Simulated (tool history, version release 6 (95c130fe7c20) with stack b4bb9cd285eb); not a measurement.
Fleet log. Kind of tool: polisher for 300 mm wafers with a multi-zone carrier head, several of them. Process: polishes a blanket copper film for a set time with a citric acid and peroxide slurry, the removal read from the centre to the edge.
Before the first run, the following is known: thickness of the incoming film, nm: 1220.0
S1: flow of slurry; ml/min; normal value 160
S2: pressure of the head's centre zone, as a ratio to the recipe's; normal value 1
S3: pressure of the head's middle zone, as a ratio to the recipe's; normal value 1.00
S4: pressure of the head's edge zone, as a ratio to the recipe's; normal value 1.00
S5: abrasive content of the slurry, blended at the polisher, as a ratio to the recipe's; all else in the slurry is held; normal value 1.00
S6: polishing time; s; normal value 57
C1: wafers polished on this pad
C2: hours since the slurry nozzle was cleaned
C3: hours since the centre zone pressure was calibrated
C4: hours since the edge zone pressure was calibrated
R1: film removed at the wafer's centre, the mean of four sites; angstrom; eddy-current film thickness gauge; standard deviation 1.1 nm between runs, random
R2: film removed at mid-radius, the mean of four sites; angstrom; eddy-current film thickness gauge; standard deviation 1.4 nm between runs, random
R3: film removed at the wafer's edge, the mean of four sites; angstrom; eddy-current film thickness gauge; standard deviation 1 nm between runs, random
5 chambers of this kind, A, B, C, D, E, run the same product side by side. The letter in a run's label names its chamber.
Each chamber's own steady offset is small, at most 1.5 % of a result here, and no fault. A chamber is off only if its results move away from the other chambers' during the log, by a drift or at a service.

{"hour": 2.0, "done": "chamber D: worn pad replaced by a new one"}
{"run": "1B", "hour": 3.3, "S1": 160, "S2": 1, "S3": 1.0, "S4": 1.0, "S5": 1.0, "S6": 57, "C1": 398, "C2": 183.6, "C3": 66.3, "C4": 891.7, "R1": 1190.6, "R2": 1156.1, "R3": 1160.2}
{"run": "2C", "hour": 8.5, "S1": 160, "S2": 1, "S3": 1.0, "S4": 1.0, "S5": 1.0, "S6": 57, "C1": 645, "C2": 386.3, "C3": 708.8, "C4": 434.9, "R1": 1182.7, "R2": 1166.5, "R3": 1154.1}
{"run": "3A", "hour": 14.0, "S1": 160, "S2": 1, "S3": 1.0, "S4": 1.0, "S5": 1.0, "S6": 57, "C1": 449, "C2": 297.9, "C3": 506.4, "C4": 340.4, "R1": 1162.9, "R2": 1168.7, "R3": 1183.8}
{"run": "4D", "hour": 16.7, "S1": 160, "S2": 1, "S3": 1.0, "S4": 1.0, "S5": 1.0, "S6": 57, "C1": 162, "C2": 497.1, "C3": 222.7, "C4": 188.9, "R1": 1186.6, "R2": 1163.9, "R3": 1181.9}
{"run": "5E", "hour": 22.3, "S1": 160, "S2": 1, "S3": 1.0, "S4": 1.0, "S5": 1.0, "S6": 57, "C1": 592, "C2": 400.5, "C3": 935.0, "C4": 569.6, "R1": 1157.3, "R2": 1158.9, "R3": 1149.9}
{"run": "6E", "hour": 25.6, "S1": 160, "S2": 1, "S3": 1.0, "S4": 1.0, "S5": 1.0, "S6": 57, "C1": 628, "C2": 403.8, "C3": 938.3, "C4": 572.9, "R1": 1169.1, "R2": 1158.2, "R3": 1149.6}
{"run": "7C", "hour": 29.5, "S1": 160, "S2": 1, "S3": 1.0, "S4": 1.0, "S5": 1.0, "S6": 57, "C1": 877, "C2": 407.3, "C3": 729.8, "C4": 455.9, "R1": 1172.6, "R2": 1162.7, "R3": 1147.1}
{"run": "8A", "hour": 33.6, "S1": 160, "S2": 1, "S3": 1.0, "S4": 1.0, "S5": 1.0, "S6": 57, "C1": 666, "C2": 317.5, "C3": 526.0, "C4": 360.0, "R1": 1157.0, "R2": 1157.0, "R3": 1158.5}
{"run": "9D", "hour": 36.1, "S1": 160, "S2": 1, "S3": 1.0, "S4": 1.0, "S5": 1.0, "S6": 57, "C1": 377, "C2": 516.5, "C3": 242.1, "C4": 208.3, "R1": 1161.1, "R2": 1166.6, "R3": 1186.2}
{"run": "10B", "hour": 40.7, "S1": 160, "S2": 1, "S3": 1.0, "S4": 1.0, "S5": 1.0, "S6": 57, "C1": 812, "C2": 221.0, "C3": 103.7, "C4": 929.1, "R1": 1144.7, "R2": 1142.0, "R3": 1134.6}
{"run": "11E", "hour": 43.3, "S1": 160, "S2": 1, "S3": 1.0, "S4": 1.0, "S5": 1.0, "S6": 57, "C1": 824, "C2": 421.5, "C3": 956.0, "C4": 590.6, "R1": 1138.5, "R2": 1184.4, "R3": 1136.0}
{"hour": 46.6, "done": "chamber C: worn pad replaced by a new one"}
{"hour": 47.3, "done": "chamber B: slurry nozzle cleaned"}
{"run": "12D", "hour": 48.0, "S1": 160, "S2": 1, "S3": 0.91, "S4": 0.94, "S5": 1.0, "S6": 57, "C1": 508, "C2": 528.4, "C3": 254.0, "C4": 220.2, "R1": 1151.2, "R2": 1048.9, "R3": 1144.9}
{"hour": 51.5, "done": "chamber E: worn pad replaced by a new one"}
{"run": "13A", "hour": 53.2, "S1": 160, "S2": 1, "S3": 0.91, "S4": 0.94, "S5": 1.0, "S6": 57, "C1": 883, "C2": 337.1, "C3": 545.6, "C4": 379.6, "R1": 1150.3, "R2": 1068.7, "R3": 1128.8}
{"run": "14C", "hour": 56.5, "S1": 160, "S2": 1, "S3": 0.91, "S4": 0.94, "S5": 1.0, "S6": 57, "C1": 109, "C2": 434.3, "C3": 756.8, "C4": 482.9, "R1": 1155.7, "R2": 1099.0, "R3": 1112.2}
{"run": "15B", "hour": 60.2, "S1": 160, "S2": 1, "S3": 0.91, "S4": 0.94, "S5": 1.0, "S6": 57, "C1": 1027, "C2": 12.9, "C3": 123.2, "C4": 948.6, "R1": 1170.0, "R2": 1059.0, "R3": 1130.3}
{"run": "16E", "hour": 65.3, "S1": 160, "S2": 1, "S3": 0.91, "S4": 0.94, "S5": 1.0, "S6": 57, "C1": 152, "C2": 443.5, "C3": 978.0, "C4": 612.6, "R1": 1169.4, "R2": 1076.5, "R3": 1119.0}
{"hour": 65.4, "done": "chamber E: edge zone pressure recalibrated"}
{"run": "17A", "hour": 69.7, "S1": 160, "S2": 1, "S3": 1.0, "S4": 1.09, "S5": 1.25, "S6": 57, "C1": 1065, "C2": 353.6, "C3": 562.1, "C4": 396.1, "R1": 1227.7, "R2": 1239.4, "R3": 1311.9}
{"run": "18C", "hour": 72.6, "S1": 160, "S2": 1, "S3": 1.0, "S4": 1.09, "S5": 1.25, "S6": 57, "C1": 287, "C2": 450.4, "C3": 772.9, "C4": 499.0, "R1": 1234.3, "R2": 1237.0, "R3": 1280.3}
{"hour": 74.5, "done": "chamber A: worn pad replaced by a new one"}
{"run": "19B", "hour": 78.1, "S1": 160, "S2": 1, "S3": 1.0, "S4": 1.09, "S5": 1.25, "S6": 57, "C1": 1225, "C2": 30.8, "C3": 141.1, "C4": 966.5, "R1": 1219.5, "R2": 1233.7, "R3": 1261.1}
{"hour": 80.0, "done": "chamber B: worn pad replaced by a new one"}
{"run": "20D", "hour": 82.3, "S1": 160, "S2": 1, "S3": 1.0, "S4": 1.09, "S5": 1.25, "S6": 57, "C1": 888, "C2": 562.7, "C3": 288.3, "C4": 254.5, "R1": 1219.3, "R2": 1237.3, "R3": 1274.1}
{"hour": 83.1, "done": "chamber D: worn pad replaced by a new one"}
{"run": "21C", "hour": 87.6, "S1": 160, "S2": 1, "S3": 1.0, "S4": 1.09, "S5": 1.25, "S6": 57, "C1": 453, "C2": 465.4, "C3": 787.9, "C4": 514.0, "R1": 1235.0, "R2": 1244.5, "R3": 1280.0}
{"run": "22E", "hour": 90.2, "S1": 160, "S2": 1, "S3": 1.0, "S4": 1.0, "S5": 1.0, "S6": 57, "C1": 428, "C2": 468.4, "C3": 1002.9, "C4": 24.9, "R1": 1170.4, "R2": 1166.1, "R3": 1165.7}
{"hour": 91.6, "done": "chamber B: edge zone pressure recalibrated"}
{"run": "23A", "hour": 93.1, "S1": 160, "S2": 1, "S3": 1.0, "S4": 1.0, "S5": 1.0, "S6": 57, "C1": 206, "C2": 377.0, "C3": 585.5, "C4": 419.5, "R1": 1170.1, "R2": 1156.4, "R3": 1172.7}
{"run": "24D", "hour": 98.4, "S1": 160, "S2": 1, "S3": 1.0, "S4": 1.0, "S5": 1.0, "S6": 57, "C1": 170, "C2": 578.8, "C3": 304.4, "C4": 270.6, "R1": 1167.6, "R2": 1169.3, "R3": 1162.9}
{"run": "25B", "hour": 102.3, "S1": 160, "S2": 1, "S3": 1.0, "S4": 1.0, "S5": 1.0, "S6": 57, "C1": 247, "C2": 55.0, "C3": 165.3, "C4": 10.8, "R1": 1174.6, "R2": 1169.1, "R3": 1169.9}
{"run": "26C", "hour": 107.7, "S1": 160, "S2": 1, "S3": 1.0, "S4": 1.0, "S5": 1.0, "S6": 57, "C1": 675, "C2": 485.5, "C3": 808.0, "C4": 534.1, "R1": 1169.1, "R2": 1154.9, "R3": 1163.1}
{"run": "27D", "hour": 112.3, "S1": 160, "S2": 1, "S3": 1.0, "S4": 1.0, "S5": 1.0, "S6": 57, "C1": 323, "C2": 592.7, "C3": 318.3, "C4": 284.5, "R1": 1151.7, "R2": 1158.8, "R3": 1180.5}
{"run": "28B", "hour": 115.6, "S1": 160, "S2": 1, "S3": 1.0, "S4": 1.0, "S5": 1.0, "S6": 57, "C1": 394, "C2": 68.3, "C3": 178.6, "C4": 24.1, "R1": 1185.0, "R2": 1171.1, "R3": 1162.1}
{"run": "29A", "hour": 119.0, "S1": 160, "S2": 1, "S3": 1.0, "S4": 1.0, "S5": 1.0, "S6": 57, "C1": 492, "C2": 402.9, "C3": 611.4, "C4": 445.4, "R1": 1185.9, "R2": 1176.3, "R3": 1150.6}
{"run": "30E", "hour": 123.1, "S1": 160, "S2": 1, "S3": 1.0, "S4": 0.94, "S5": 1.0, "S6": 57, "C1": 792, "C2": 501.3, "C3": 1035.8, "C4": 57.8, "R1": 1157.0, "R2": 1167.6, "R3": 1108.6}
{"run": "31C", "hour": 127.1, "S1": 160, "S2": 1, "S3": 1.0, "S4": 0.94, "S5": 1.0, "S6": 57, "C1": 890, "C2": 504.9, "C3": 827.4, "C4": 553.5, "R1": 1149.6, "R2": 1165.4, "R3": 1114.8}
{"run": "32B", "hour": 130.3, "S1": 160, "S2": 1, "S3": 1.0, "S4": 0.94, "S5": 1.0, "S6": 57, "C1": 556, "C2": 83.0, "C3": 193.3, "C4": 38.8, "R1": 1201.6, "R2": 1148.3, "R3": 1129.3}
{"run": "33A", "hour": 133.2, "S1": 160, "S2": 1, "S3": 1.0, "S4": 0.94, "S5": 1.0, "S6": 57, "C1": 649, "C2": 417.1, "C3": 625.6, "C4": 459.6, "R1": 1164.5, "R2": 1156.2, "R3": 1142.4}

Decide between three cases: one chamber stands off from its peers, the gauge reading all wafers drifts, or nothing is wrong past each chamber's small offset. Where a chamber is off, say which and what most likely put it there.

No chamber stands off beyond its own small offset, and the gauge holds steady.
